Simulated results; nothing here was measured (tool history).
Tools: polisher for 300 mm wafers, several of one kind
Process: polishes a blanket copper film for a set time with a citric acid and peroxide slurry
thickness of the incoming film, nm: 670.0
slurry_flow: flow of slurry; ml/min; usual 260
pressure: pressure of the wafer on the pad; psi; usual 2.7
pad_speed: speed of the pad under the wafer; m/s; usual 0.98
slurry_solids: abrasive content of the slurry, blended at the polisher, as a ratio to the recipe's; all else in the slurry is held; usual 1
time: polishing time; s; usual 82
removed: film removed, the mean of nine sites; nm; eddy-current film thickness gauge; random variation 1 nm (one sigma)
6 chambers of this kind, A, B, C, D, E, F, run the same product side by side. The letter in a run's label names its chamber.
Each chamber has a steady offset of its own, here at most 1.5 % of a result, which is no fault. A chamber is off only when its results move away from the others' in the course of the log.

run   hour  slurry_flow  pressure  pad_speed  slurry_solids  time  wafers polished on this pad  hours since the slurry nozzle was cleaned  hours since the head pressure was calibrated  hours since the slurry blender was calibrated  removed
 1D    3.8          260       2.7       0.98              1    82                          485                                      422.7                                        1183.1                                           71.4   159.61
 2F    6.9          260       2.7       0.98              1    82                         1064                                      839.6                                         294.2                                           78.6   160.03
 3E   10.2          260       2.7       0.98              1    82                          341                                      134.1                                         211.5                                           56.2   161.23
        12  -- chamber A: slurry blender recalibrated
 4B   13.6          260       2.7       0.98              1    82                           98                                      379.9                                            95                                           70.2   158.02
 5A   17.4          260       2.7       0.98              1    82                          771                                      954.4                                          56.9                                            5.5   159.89
 6C   21.1          260       2.7       0.98              1    82                          751                                        251                                         372.5                                          323.5    158.3
 7B   25.4          260       2.7       0.98              1    82                          173                                      391.7                                         106.8                                             82   157.36
 8F   31.4          260       2.7       0.98              1    82                         1219                                      864.1                                         318.7                                          103.1   158.19
 9A     37          260       2.7       0.98              1    82                          895                                        974                                          76.5                                           25.1   158.98
      38.1  -- chamber A: slurry nozzle cleaned
10E     42          260       2.7       0.98              1    82                          541                                      165.9                                         243.3                                             88    159.4
11C   47.1          260       2.7       0.98              1    82                          915                                        277                                         398.5                                          349.5   158.18
      50.1  -- chamber D: slurry blender recalibrated
12D   53.9          260       2.7       0.98              1    82                          801                                      472.8                                        1233.2                                            3.8   158.58
13C   59.5          260       2.7       0.98              1    82                          993                                      289.4                                         410.9                                          361.9   157.68
      61.5  -- chamber C: slurry blender recalibrated
14D   63.8          260       2.7       0.98              1    82                          863                                      482.7                                        1243.1                                           13.7   155.77
15F   67.9          260       2.7       0.98              1    82                         1449                                      900.6                                         355.2                                          139.6   161.15
      69.9  -- chamber F: worn pad replaced by a new one
16B   72.2          260       2.7       0.98              1    82                          468                                      438.5                                         153.6                                          128.8   157.95
17A   76.4          260       2.7       0.98              1    82                         1143                                       38.4                                         115.9                                           64.5   159.15
18E   82.4          260       2.7       0.98              1    82                          796                                      206.3                                         283.7                                          128.4   160.11
      82.8  -- chamber D: worn pad replaced by a new one
19F     87          260       2.7       0.98              1    82                          108                                      919.7                                         374.3                                          158.7   159.33
      91.5  -- chamber A: worn pad replaced by a new one
      91.6  -- chamber C: slurry nozzle cleaned
20D   93.6          260       2.7       0.98              1    82                           68                                      512.5                                        1272.9                                           43.5   158.75
21C   99.8          260       2.7       0.98              1   106                         1247                                        8.3                                         451.2                                           38.3   202.96
22E  106.1          260       2.7       0.98              1   106                          945                                        230                                         307.4                                          152.1   205.27
23A  110.7          260       2.7       0.98              1   106                          121                                       72.7                                         150.2                                           98.8   203.31
       111  -- chamber B: worn pad replaced by a new one
     111.5  -- chamber D: head pressure recalibrated
24B  117.5          260       2.7       0.98              1   106                           41                                      483.8                                         198.9                                          174.1   201.64
     119.2  -- chamber F: slurry nozzle cleaned
25F    124          260       2.7       0.98              1   106                          341                                        4.9                                         411.3                                          195.7   207.31
     124.7  -- chamber E: slurry blender recalibrated
26D    130          260       2.7       0.98              1   106                          297                                      548.9                                          18.5                                           79.9   191.18
27C  136.7          260       2.7       1.26              1    82                         1479                                       45.2                                         488.1                                           75.2   201.64
     138.1  -- chamber E: worn pad replaced by a new one
28E  142.6          260       2.7       1.26              1    82                           28                                      266.5                                         343.9                                           17.9   204.14
29A  146.3          260       2.7       1.26              1    82                          345                                      108.3                                         185.8                                          134.4   202.19
30B  151.2          260       2.7       1.26              1    82                          253                                      517.5                                         232.6                                          207.8   200.86
31E  155.3          260       2.7       1.26              1    82                          108                                      279.2                                         356.6                                           30.6   205.66
32A  159.8          260       2.7       1.26              1    82                          430                                      121.8                                         199.3                                          147.9   202.26
     162.1  -- chamber D: slurry blender recalibrated
       164  -- chamber C: worn pad replaced by a new one
33B  166.8          260       2.7       0.98              1    82                          351                                      533.1                                         248.2                                          223.4    159.7
34F  171.9          260       1.9       0.98              1    82                          643                                       52.8                                         459.2                                          243.6   114.19
35D  176.8          260       1.9       0.98              1    82                          592                                      595.7                                          65.3                                           14.8   104.08
36C  181.4          260       1.9       0.98              1    82                          109                                       89.9                                         532.8                                          119.9   113.12
37C  186.3          260       1.9       0.98              1    82                          140                                       94.8                                         537.7                                          124.8   111.13
38B  190.3          260       1.9       0.98              1    82                          499                                      556.6                                         271.7                                          246.9   111.08

All 6 chambers run these settings next. Forecast each chamber's results:
39A  195.3          260       2.7       0.98              1    82                                                                                                                                                                             ?
39B  195.3          260       2.7       0.98              1    82                                                                                                                                                                             ?
39C  195.3          260       2.7       0.98              1    82                                                                                                                                                                             ?
39D  195.3          260       2.7       0.98              1    82                                                                                                                                                                             ?
39E  195.3          260       2.7       0.98              1    82                                                                                                                                                                             ?
39F  195.3          260       2.7       0.98              1    82                                                                                                                                                                             ?

run  removed
39A   157.61
39B   156.18
39C    158.1
39D   145.38
39E   160.63
39F   160.96
